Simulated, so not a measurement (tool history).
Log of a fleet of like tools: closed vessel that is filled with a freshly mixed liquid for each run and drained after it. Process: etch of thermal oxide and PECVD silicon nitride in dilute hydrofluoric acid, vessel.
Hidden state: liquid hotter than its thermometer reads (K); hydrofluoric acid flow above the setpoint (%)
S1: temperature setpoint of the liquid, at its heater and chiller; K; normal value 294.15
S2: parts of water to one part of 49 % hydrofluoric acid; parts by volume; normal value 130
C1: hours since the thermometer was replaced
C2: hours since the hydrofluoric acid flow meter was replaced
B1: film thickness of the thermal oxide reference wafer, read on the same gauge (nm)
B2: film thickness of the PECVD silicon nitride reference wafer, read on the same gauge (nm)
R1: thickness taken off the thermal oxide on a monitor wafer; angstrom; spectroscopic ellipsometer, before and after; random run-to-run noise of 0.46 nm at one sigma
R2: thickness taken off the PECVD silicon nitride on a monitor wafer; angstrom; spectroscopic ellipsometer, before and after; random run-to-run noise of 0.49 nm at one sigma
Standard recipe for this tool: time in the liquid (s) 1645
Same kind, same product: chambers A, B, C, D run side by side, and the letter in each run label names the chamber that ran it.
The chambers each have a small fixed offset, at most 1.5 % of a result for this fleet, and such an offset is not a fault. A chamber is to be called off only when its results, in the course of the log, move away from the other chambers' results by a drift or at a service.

Run 1B, hour 2.4: usual settings; C1 1165.9; C2 1666.1; B1 40.035; B2 30.001. Result: R1 497.43 angstrom, R2 520.68 angstrom.
Run 2A, hour 7.6: usual settings; C1 775.1; C2 544.0; B1 40.043; B2 29.990. Result: R1 499.55 angstrom, R2 527.38 angstrom.
Run 3C, hour 12.5: usual settings; C1 526.8; C2 799.0; B1 40.020; B2 29.998. Result: R1 503.57 angstrom, R2 521.73 angstrom.
Run 4D, hour 15.3: usual settings; C1 1484.5; C2 1256.8; B1 40.032; B2 30.010. Result: R1 497.66 angstrom, R2 518.49 angstrom.
Run 5B, hour 18.4: usual settings; C1 1181.9; C2 1682.1; B1 40.058; B2 30.009. Result: R1 495.58 angstrom, R2 521.81 angstrom.
Run 6A, hour 21.3: usual settings; C1 788.8; C2 557.7; B1 39.999; B2 29.992. Result: R1 500.82 angstrom, R2 518.53 angstrom.
Run 7C, hour 24.5: usual settings; C1 538.8; C2 811.0; B1 39.960; B2 29.995. Result: R1 505.67 angstrom, R2 523.30 angstrom.
Run 8D, hour 27.6: usual settings but S1 290.15 K; C1 1496.8; C2 1269.1; B1 40.008; B2 29.990. Result: R1 425.19 angstrom, R2 391.35 angstrom.
Run 9C, hour 32.4: usual settings but S1 290.15 K; C1 546.7; C2 818.9; B1 39.990; B2 29.994. Result: R1 424.97 angstrom, R2 396.15 angstrom.
Run 10D, hour 36.0: usual settings but S1 290.15 K; C1 1505.2; C2 1277.5; B1 40.039; B2 29.998. Result: R1 432.60 angstrom, R2 393.68 angstrom.
Run 11A, hour 39.1: usual settings but S1 290.15 K; C1 806.6; C2 575.5; B1 39.930; B2 30.035. Result: R1 422.32 angstrom, R2 409.46 angstrom.
Run 12B, hour 44.0: usual settings; C1 1207.5; C2 1707.7; B1 39.983; B2 30.012. Result: R1 498.59 angstrom, R2 525.72 angstrom.
Run 13C, hour 48.1: usual settings; C1 562.4; C2 834.6; B1 40.029; B2 30.009. Result: R1 502.89 angstrom, R2 525.24 angstrom.
Run 14A, hour 50.4: usual settings; C1 817.9; C2 586.8; B1 39.925; B2 30.021. Result: R1 491.65 angstrom, R2 528.65 angstrom.
Run 15B, hour 54.5: usual settings; C1 1218.0; C2 1718.2; B1 39.975; B2 30.033. Result: R1 494.29 angstrom, R2 532.93 angstrom.
Run 16D, hour 59.0: usual settings; C1 1528.2; C2 1300.5; B1 39.988; B2 29.971. Result: R1 518.99 angstrom, R2 522.41 angstrom.
Run 17A, hour 63.1: usual settings; C1 830.6; C2 599.5; B1 39.989; B2 29.961. Result: R1 497.27 angstrom, R2 522.34 angstrom.
Run 18C, hour 65.5: usual settings; C1 579.8; C2 852.0; B1 40.070; B2 30.014. Result: R1 505.20 angstrom, R2 516.21 angstrom.
Run 19D, hour 70.2: usual settings but time in the liquid (s) 1285; C1 1539.4; C2 1311.7; B1 39.997; B2 30.017. Result: R1 408.61 angstrom, R2 419.12 angstrom.
Run 20B, hour 73.8: usual settings but time in the liquid (s) 1285; C1 1237.3; C2 1737.5; B1 40.038; B2 30.024. Result: R1 388.39 angstrom, R2 410.23 angstrom.
Run 21B, hour 76.4: usual settings but time in the liquid (s) 1285; C1 1239.9; C2 1740.1; B1 39.989; B2 29.971. Result: R1 391.73 angstrom, R2 410.19 angstrom.
At hour 79.6: chamber C: hydrofluoric acid flow meter replaced.
Run 22C, hour 80.2: usual settings but time in the liquid (s) 1285; C1 594.5; C2 0.7; B1 39.996; B2 29.982. Result: R1 396.34 angstrom, R2 412.52 angstrom.
Run 23D, hour 84.5: usual settings; C1 1553.7; C2 1326.0; B1 40.023; B2 30.000. Result: R1 529.15 angstrom, R2 543.47 angstrom.
Run 24A, hour 89.1: usual settings; C1 856.6; C2 625.5; B1 40.009; B2 29.997. Result: R1 492.70 angstrom, R2 517.77 angstrom.
At hour 90.0: chamber A: hydrofluoric acid flow meter replaced.
Run 25C, hour 93.6: usual settings; C1 607.9; C2 14.1; B1 39.993; B2 29.996. Result: R1 497.99 angstrom, R2 520.44 angstrom.
Run 26A, hour 98.1: usual settings; C1 865.6; C2 8.1; B1 40.004; B2 29.966. Result: R1 500.05 angstrom, R2 524.04 angstrom.
Run 27D, hour 100.9: usual settings; C1 1570.1; C2 1342.4; B1 39.961; B2 30.026. Result: R1 535.95 angstrom, R2 550.48 angstrom.
Run 28B, hour 103.7: usual settings but time in the liquid (s) 2210; C1 1267.2; C2 1767.4; B1 40.057; B2 30.002. Result: R1 671.83 angstrom, R2 702.25 angstrom.
At hour 104.3: chamber D: thermometer replaced.
Run 29D, hour 106.7: usual settings but time in the liquid (s) 2210; C1 2.5; C2 1348.2; B1 40.009; B2 30.011. Result: R1 719.47 angstrom, R2 756.47 angstrom.
Run 30C, hour 111.6: usual settings but time in the liquid (s) 2210; C1 625.9; C2 32.1; B1 40.032; B2 29.988. Result: R1 684.75 angstrom, R2 690.82 angstrom.
Run 31A, hour 116.9: usual settings but time in the liquid (s) 2210; C1 884.4; C2 26.9; B1 39.992; B2 29.995. Result: R1 654.62 angstrom, R2 704.12 angstrom.
Run 32B, hour 119.2: usual settings; C1 1282.7; C2 1782.9; B1 40.035; B2 30.011. Result: R1 493.58 angstrom, R2 532.84 angstrom.
Run 33B, hour 123.2: usual settings but S2 165 parts by volume, time in the liquid (s) 2085; C1 1286.7; C2 1786.9; B1 40.016; B2 29.989. Result: R1 486.61 angstrom, R2 525.50 angstrom.
Run 34D, hour 127.9: usual settings but S2 165 parts by volume, time in the liquid (s) 2085; C1 23.7; C2 1369.4; B1 40.012; B2 30.019. Result: R1 529.40 angstrom, R2 579.21 angstrom.

All chambers now run identical settings, listed one chamber a line with results as question marks. What results will each chamber show?
Run 35A, hour 131.7: usual settings but S1 291.15 K. Result: R1 ?, R2 ?.
Run 35B, hour 131.7: usual settings but S1 291.15 K. Result: R1 ?, R2 ?.
Run 35C, hour 131.7: usual settings but S1 291.15 K. Result: R1 ?, R2 ?.
Run 35D, hour 131.7: usual settings but S1 291.15 K. Result: R1 ?, R2 ?.

run      R1      R2
35A  434.98  422.17
35B  444.34  429.95
35C  446.43  426.41
35D  495.34  462.69
